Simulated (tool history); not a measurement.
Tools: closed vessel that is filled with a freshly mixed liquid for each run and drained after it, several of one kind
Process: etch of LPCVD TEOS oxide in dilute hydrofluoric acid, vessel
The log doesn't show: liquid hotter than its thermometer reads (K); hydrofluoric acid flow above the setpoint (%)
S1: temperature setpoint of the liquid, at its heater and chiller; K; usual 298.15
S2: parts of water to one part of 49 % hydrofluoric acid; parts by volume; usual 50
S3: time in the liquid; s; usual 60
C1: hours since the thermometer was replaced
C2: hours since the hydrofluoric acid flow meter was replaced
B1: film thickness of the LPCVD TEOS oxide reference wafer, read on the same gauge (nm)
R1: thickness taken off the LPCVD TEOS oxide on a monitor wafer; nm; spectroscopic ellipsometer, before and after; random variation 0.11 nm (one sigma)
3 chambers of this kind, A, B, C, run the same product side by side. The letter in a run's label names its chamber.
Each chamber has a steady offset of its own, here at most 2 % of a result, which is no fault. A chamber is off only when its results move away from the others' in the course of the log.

run   hour      S1  S2  S3      C1      C2      B1      R1
 1B    4.1  298.15  50  60  1148.7   354.1  40.004  22.641
 2C    6.6  298.15  50  60     550    1095  40.016  22.786
 3A    8.6  298.15  50  60   329.1     129  40.046  22.831
 4A     12  298.15  50  60   332.5   132.4  39.975  22.678
 5C     16  298.15  50  30   559.4  1104.4  39.962   11.37
 6B   19.6  298.15  50  30  1164.2   369.6   39.99  11.234
 7C   23.9  298.15  50  30   567.3  1112.3  39.984  11.385
 8B   26.2  298.15  50  60  1170.8   376.2  40.058  22.477
 9A   28.9  298.15  50  60   349.4   149.3  40.005  22.713
10A   33.1  298.15  50  60   353.6   153.5  40.022  23.002
11B   35.1  298.15  50  60  1179.7   385.1  39.986  22.415
12C   39.6  298.15  50  60     583    1128  39.979  22.787
13C   42.5  298.15  50  60   585.9  1130.9  40.039  22.587
14A     46  298.15  50  60   366.5   166.4  39.962  22.604
15B   48.5  298.15  50  60  1193.1   398.5  39.986  22.595
16C   52.5  298.15  50  60   595.9  1140.9  40.006  22.705
17B   56.6  298.15  50  60  1201.2   406.6  40.013  22.548
18A   59.3  298.15  50  60   379.8   179.7  39.984  22.565
19C   63.1  294.15  65  60   606.5  1151.5  40.022   14.48
20A   66.5  294.15  65  60     387   186.9  39.972  14.604
21B   70.3  294.15  65  60  1214.9   420.3  39.949  14.489
22A   74.6  298.15  50  60   395.1     195  40.054  22.731
23C   78.7  298.15  50  60   622.1  1167.1  40.034  22.787
24B   82.2  298.15  50  60  1226.8   432.2  40.006  22.679
25A   85.6  298.15  50  60   406.1     206  39.986  22.838
26B   87.8  298.15  50  60  1232.4   437.8  40.027  22.464
27C   90.2  298.15  50  60   633.6  1178.6  40.015  22.581
28C   94.5  298.15  50  60   637.9  1182.9  40.054  22.746
29B   98.1  298.15  50  60  1242.7   448.1  39.956  22.591
30A  101.4  298.15  50  60   421.9   221.8  40.022  22.765
31C  105.9  298.15  50  60   649.3  1194.3  40.026  22.953
32B  108.3  298.15  50  60  1252.9   458.3  40.022   22.78
33A  110.6  298.15  50  60   431.1     231  40.029  22.832
34C  113.1  298.15  75  50   656.5  1201.5   39.99  12.136
35B  115.5  298.15  75  50  1260.1   465.5  40.021  12.306
36A  119.5  298.15  75  50     440   239.9  39.989  12.288
37A  123.7  298.15  50  60   444.2   244.1  39.987  22.802
38C  127.3  298.15  50  60   670.7  1215.7  40.032  22.732
39B  130.3  298.15  50  60  1274.9   480.3  39.997  22.639
40A  134.2  298.15  50  60   454.7   254.6  39.996  22.919
     136.7  -- chamber B: thermometer replaced
41B  138.6  298.15  50  60     1.9   488.6   39.96  22.559

What goes on in this fleet: one chamber off, a drifting gauge, or nothing beyond the chambers' own small offsets? Name the chamber and the cause, if any.

No chamber stands off beyond its own small offset, and the gauge holds steady.
